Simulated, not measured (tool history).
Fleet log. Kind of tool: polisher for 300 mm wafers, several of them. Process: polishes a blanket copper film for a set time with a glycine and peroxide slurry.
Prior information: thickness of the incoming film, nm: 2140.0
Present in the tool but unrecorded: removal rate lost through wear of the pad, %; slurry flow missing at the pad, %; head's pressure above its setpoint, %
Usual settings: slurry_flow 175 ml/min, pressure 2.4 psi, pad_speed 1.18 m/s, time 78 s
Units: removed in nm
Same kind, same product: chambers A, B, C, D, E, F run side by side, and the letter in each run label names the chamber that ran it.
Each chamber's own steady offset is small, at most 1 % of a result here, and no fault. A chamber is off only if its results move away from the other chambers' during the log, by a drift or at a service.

| run | day | slurry_flow | pressure | pad_speed | time | wafers polished on this pad | hours since the slurry nozzle was cleaned | hours since the head pressure was calibrated | removed |
|---|---|---|---|---|---|---|---|---|---|
| 1D | 0.267 | 175 | 2.4 | 1.18 | 78 | 634 | 33.4 | 1285.1 | 521.43 |
| 2E | 0.808 | 175 | 2.4 | 1.18 | 78 | 412 | 685.9 | 345.4 | 492.96 |
|  | 0.871 | chamber D: worn pad replaced by a new one |
| 3F | 1.196 | 175 | 2.4 | 1.18 | 78 | 900 | 215.3 | 165.1 | 493.32 |
| 4A | 1.533 | 175 | 2.4 | 1.18 | 78 | 978 | 269.5 | 277 | 498.8 |
|  | 1.792 | chamber B: worn pad replaced by a new one |
| 5B | 1.904 | 175 | 2.4 | 1.18 | 78 | 25 | 426.1 | 104.9 | 502.6 |
|  | 2.058 | chamber A: worn pad replaced by a new one |
| 6C | 2.25 | 175 | 2.4 | 1.18 | 78 | 779 | 388.1 | 176.4 | 510.07 |
|  | 2.55 | chamber E: head pressure recalibrated |
|  | 2.758 | chamber C: worn pad replaced by a new one |
| 7F | 2.788 | 175 | 2.4 | 1.18 | 78 | 1260 | 253.5 | 203.3 | 486.08 |
|  | 3.042 | chamber E: worn pad replaced by a new one |
| 8D | 3.175 | 175 | 2.4 | 1.18 | 78 | 521 | 103.2 | 1354.9 | 495.37 |
| 9A | 3.658 | 175 | 2.4 | 1.18 | 78 | 362 | 320.5 | 328 | 503.95 |
|  | 3.904 | chamber F: worn pad replaced by a new one |
|  | 3.975 | chamber D: worn pad replaced by a new one |
| 10C | 4.092 | 175 | 2.4 | 1.18 | 78 | 302 | 432.3 | 220.6 | 494.95 |
| 11B | 4.438 | 175 | 2.4 | 1.18 | 78 | 599 | 486.9 | 165.7 | 511.59 |
|  | 4.812 | chamber E: slurry nozzle cleaned |
| 12E | 5.021 | 175 | 2.4 | 1.18 | 78 | 448 | 5 | 59.3 | 504.14 |
|  | 5.092 | chamber D: head pressure recalibrated |
| 13C | 5.567 | 210 | 2.4 | 1.04 | 78 | 636 | 467.7 | 256 | 466.05 |
|  | 5.7 | chamber B: worn pad replaced by a new one |
| 14E | 6.004 | 210 | 2.4 | 1.04 | 78 | 670 | 28.6 | 82.9 | 471.53 |
|  | 6.267 | chamber C: worn pad replaced by a new one |
| 15D | 6.333 | 210 | 2.4 | 1.04 | 78 | 534 | 179 | 29.8 | 475.93 |
|  | 6.346 | chamber E: worn pad replaced by a new one |
| 16A | 6.638 | 210 | 2.4 | 1.04 | 78 | 1036 | 392 | 399.5 | 461.09 |
| 17B | 7.067 | 210 | 2.4 | 1.04 | 78 | 309 | 550 | 228.8 | 467.78 |
|  | 7.083 | chamber D: worn pad replaced by a new one |
|  | 7.188 | chamber A: worn pad replaced by a new one |
| 18F | 7.354 | 210 | 2.4 | 1.04 | 78 | 780 | 363.1 | 312.9 | 464.73 |
|  | 7.371 | chamber A: head pressure recalibrated |
| 19A | 7.912 | 175 | 2.4 | 1.18 | 78 | 164 | 422.6 | 13 | 494.09 |
|  | 8.196 | chamber F: slurry nozzle cleaned |
| 20C | 8.417 | 175 | 2.4 | 1.18 | 78 | 486 | 536.1 | 324.4 | 501.96 |
| 21F | 8.967 | 175 | 2.4 | 1.18 | 78 | 1145 | 18.6 | 351.6 | 492.75 |
| 22D | 9.388 | 175 | 2.4 | 1.18 | 78 | 521 | 252.3 | 103.1 | 504.52 |
|  | 9.417 | chamber B: worn pad replaced by a new one |
| 23E | 9.8 | 175 | 2.4 | 1.18 | 78 | 782 | 119.7 | 174 | 511.68 |
|  | 9.892 | chamber E: worn pad replaced by a new one |
|  | 10.1 | chamber C: worn pad replaced by a new one |
|  | 10.192 | chamber D: worn pad replaced by a new one |
| 24B | 10.354 | 175 | 2.4 | 1.18 | 78 | 212 | 628.9 | 307.7 | 507.32 |
| 25D | 10.796 | 175 | 2.4 | 1.18 | 78 | 136 | 286.1 | 136.9 | 491.68 |
|  | 10.812 | chamber F: worn pad replaced by a new one |
| 26F | 11.242 | 210 | 1.9 | 1.18 | 78 | 97 | 73.2 | 406.2 | 419.43 |
| 27E | 11.529 | 210 | 1.9 | 1.18 | 78 | 371 | 161.2 | 215.5 | 426.91 |
| 28C | 11.879 | 210 | 1.9 | 1.18 | 78 | 402 | 619.2 | 407.5 | 424.23 |
| 29A | 12.175 | 210 | 1.9 | 1.18 | 78 | 1128 | 524.9 | 115.3 | 431.15 |
|  | 12.688 | chamber A: worn pad replaced by a new one |
| 30B | 12.692 | 210 | 1.9 | 1.18 | 78 | 741 | 685 | 363.8 | 423.58 |
|  | 12.938 | chamber D: worn pad replaced by a new one |
| 31B | 13.071 | 210 | 1.9 | 1.18 | 78 | 827 | 694.1 | 372.9 | 427.99 |
| 32F | 13.4 | 175 | 2.4 | 1.48 | 78 | 586 | 125 | 458 | 613.51 |
|  | 13.875 | chamber C: worn pad replaced by a new one |
| 33A | 13.908 | 175 | 2.4 | 1.48 | 78 | 277 | 566.5 | 156.9 | 609.7 |
|  | 13.946 | chamber E: worn pad replaced by a new one |
| 34E | 14.471 | 175 | 2.4 | 1.48 | 78 | 118 | 231.8 | 286.1 | 597.04 |
| 35D | 14.917 | 175 | 2.4 | 1.48 | 78 | 447 | 385 | 235.8 | 594.36 |
| 36C | 15.267 | 175 | 2.4 | 1.48 | 78 | 315 | 700.5 | 488.8 | 615.22 |
| 37E | 15.838 | 175 | 2.4 | 1.48 | 78 | 428 | 264.6 | 318.9 | 605.83 |

What goes on in this fleet: one chamber off, a drifting gauge, or nothing beyond the chambers' own small offsets? Name the chamber and the cause, if any.

The fleet is healthy, with each chamber sitting at its usual small offset and no drift in the gauge.
